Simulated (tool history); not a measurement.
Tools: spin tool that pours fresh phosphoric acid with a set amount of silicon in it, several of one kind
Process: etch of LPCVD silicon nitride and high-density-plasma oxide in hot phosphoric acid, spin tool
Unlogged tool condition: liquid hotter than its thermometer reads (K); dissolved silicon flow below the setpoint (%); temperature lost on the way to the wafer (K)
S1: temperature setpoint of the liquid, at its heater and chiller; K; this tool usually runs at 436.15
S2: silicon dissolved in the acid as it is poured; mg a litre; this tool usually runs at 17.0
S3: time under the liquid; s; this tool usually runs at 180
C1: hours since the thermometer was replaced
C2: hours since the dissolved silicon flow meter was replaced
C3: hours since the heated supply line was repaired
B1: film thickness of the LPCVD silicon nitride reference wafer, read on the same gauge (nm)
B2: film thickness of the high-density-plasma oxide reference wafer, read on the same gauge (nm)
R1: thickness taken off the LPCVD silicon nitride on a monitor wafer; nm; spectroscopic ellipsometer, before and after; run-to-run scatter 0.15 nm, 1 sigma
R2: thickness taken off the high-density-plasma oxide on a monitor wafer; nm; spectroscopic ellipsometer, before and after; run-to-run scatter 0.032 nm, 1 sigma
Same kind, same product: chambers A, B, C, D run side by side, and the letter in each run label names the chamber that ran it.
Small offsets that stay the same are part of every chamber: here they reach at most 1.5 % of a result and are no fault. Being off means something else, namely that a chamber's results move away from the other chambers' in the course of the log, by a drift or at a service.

run,hour,S1,S2,S3,C1,C2,C3,B1,B2,R1,R2
1D,13.6,436.15,17.0,180,1260.4,279.3,1112.3,40.023,69.962,17.836,0.69953
2A,24.9,436.15,17.0,180,2434.2,230.0,831.5,39.986,69.996,17.897,0.66697
3B,31.4,436.15,17.0,180,567.4,698.3,282.7,40.017,69.978,17.712,0.67377
4C,38.6,436.15,17.0,180,1371.0,1140.4,1304.4,40.029,69.980,18.056,0.71056
5B,47.4,436.15,17.0,180,583.4,714.3,298.7,39.983,69.966,17.930,0.69755
6C,54.2,436.15,17.0,180,1386.6,1156.0,1320.0,40.003,69.976,17.686,0.72192
7A,67.6,433.65,30.0,180,2476.9,272.7,874.2,39.989,70.029,16.424,0.35417
# hour 74.9: chamber B: dissolved silicon flow meter replaced
8D,78.3,433.65,30.0,180,1325.1,344.0,1177.0,40.004,69.989,16.395,0.38706
9A,86.9,433.65,30.0,180,2496.2,292.0,893.5,39.982,69.969,16.384,0.35620
10D,101.2,433.65,30.0,180,1348.0,366.9,1199.9,39.999,69.997,16.312,0.40454
11C,113.7,436.15,17.0,180,1446.1,1215.5,1379.5,40.033,70.003,17.927,0.63900
12B,125.8,436.15,9.5,215,661.8,51.0,377.1,40.017,70.015,21.350,1.00780
13B,132.5,436.15,9.5,215,668.5,57.7,383.8,39.985,69.989,21.413,1.07140
14A,140.1,436.15,9.5,215,2549.4,345.2,946.7,39.956,69.983,21.571,1.03120
15C,147.4,436.15,9.5,215,1479.8,1249.2,1413.2,39.983,70.011,21.037,0.93157
16D,161.7,438.65,17.0,235,1408.5,427.4,1260.4,40.019,69.985,25.587,1.13490
# hour 165.7: chamber C: dissolved silicon flow meter replaced
17A,170.5,438.65,17.0,235,2579.8,375.6,977.1,40.016,70.046,25.460,1.14370
18D,181.5,438.65,17.0,235,1428.3,447.2,1280.2,39.996,70.014,25.212,1.05980
19C,191.0,438.65,17.0,235,1523.4,25.4,1456.8,40.007,69.991,24.503,1.06580
20B,201.2,436.15,17.0,180,737.2,126.4,452.5,40.005,69.997,17.762,0.68684
21C,213.5,436.15,17.0,180,1545.9,47.9,1479.3,39.989,69.950,17.249,0.67827
22B,226.9,436.15,17.0,180,762.9,152.1,478.2,39.994,70.011,17.836,0.68081
23D,235.2,436.15,17.0,180,1482.0,500.9,1333.9,39.998,70.012,17.666,0.68640
24A,244.4,436.15,17.0,180,2653.7,449.5,1051.0,39.991,70.034,18.000,0.73630
25C,253.3,436.15,17.0,180,1585.7,87.7,1519.1,40.004,69.993,16.926,0.60673
26A,259.8,436.15,17.0,180,2669.1,464.9,1066.4,39.976,69.950,17.989,0.68903
27D,271.9,436.15,17.0,180,1518.7,537.6,1370.6,39.998,70.033,17.499,0.64628
28B,278.6,436.15,17.0,180,814.6,203.8,529.9,40.005,69.987,18.041,0.72206
29B,292.3,436.15,17.0,180,828.3,217.5,543.6,40.009,69.976,18.189,0.73667
30A,301.8,436.15,17.0,180,2711.1,506.9,1108.4,40.031,70.013,17.899,0.72865
31C,309.4,436.15,17.0,180,1641.8,143.8,1575.2,40.019,70.007,16.959,0.59544
32D,320.0,436.15,17.0,180,1566.8,585.7,1418.7,40.035,69.993,17.707,0.69759
33B,328.8,436.15,17.0,180,864.8,254.0,580.1,40.015,69.987,17.880,0.61635
34C,335.5,436.15,17.0,180,1667.9,169.9,1601.3,40.022,70.005,16.836,0.56522
35A,348.2,436.15,17.0,180,2757.5,553.3,1154.8,39.982,69.997,17.807,0.69523
# hour 356.7: chamber C: thermometer replaced
36D,359.4,436.15,17.0,180,1606.2,625.1,1458.1,40.021,70.026,18.040,0.64568
37C,373.3,436.15,17.0,180,16.7,207.7,1639.1,40.036,69.974,16.978,0.59009

All chambers now run identical settings, listed one chamber a line with results as question marks. What results will each chamber show?
38A,383.8,436.15,17.0,180,,,,,,?,?
38B,383.8,436.15,17.0,180,,,,,,?,?
38C,383.8,436.15,17.0,180,,,,,,?,?
38D,383.8,436.15,17.0,180,,,,,,?,?

run,R1,R2
38A,17.992,0.72644
38B,17.836,0.68941
38C,16.545,0.57030
38D,17.607,0.65818

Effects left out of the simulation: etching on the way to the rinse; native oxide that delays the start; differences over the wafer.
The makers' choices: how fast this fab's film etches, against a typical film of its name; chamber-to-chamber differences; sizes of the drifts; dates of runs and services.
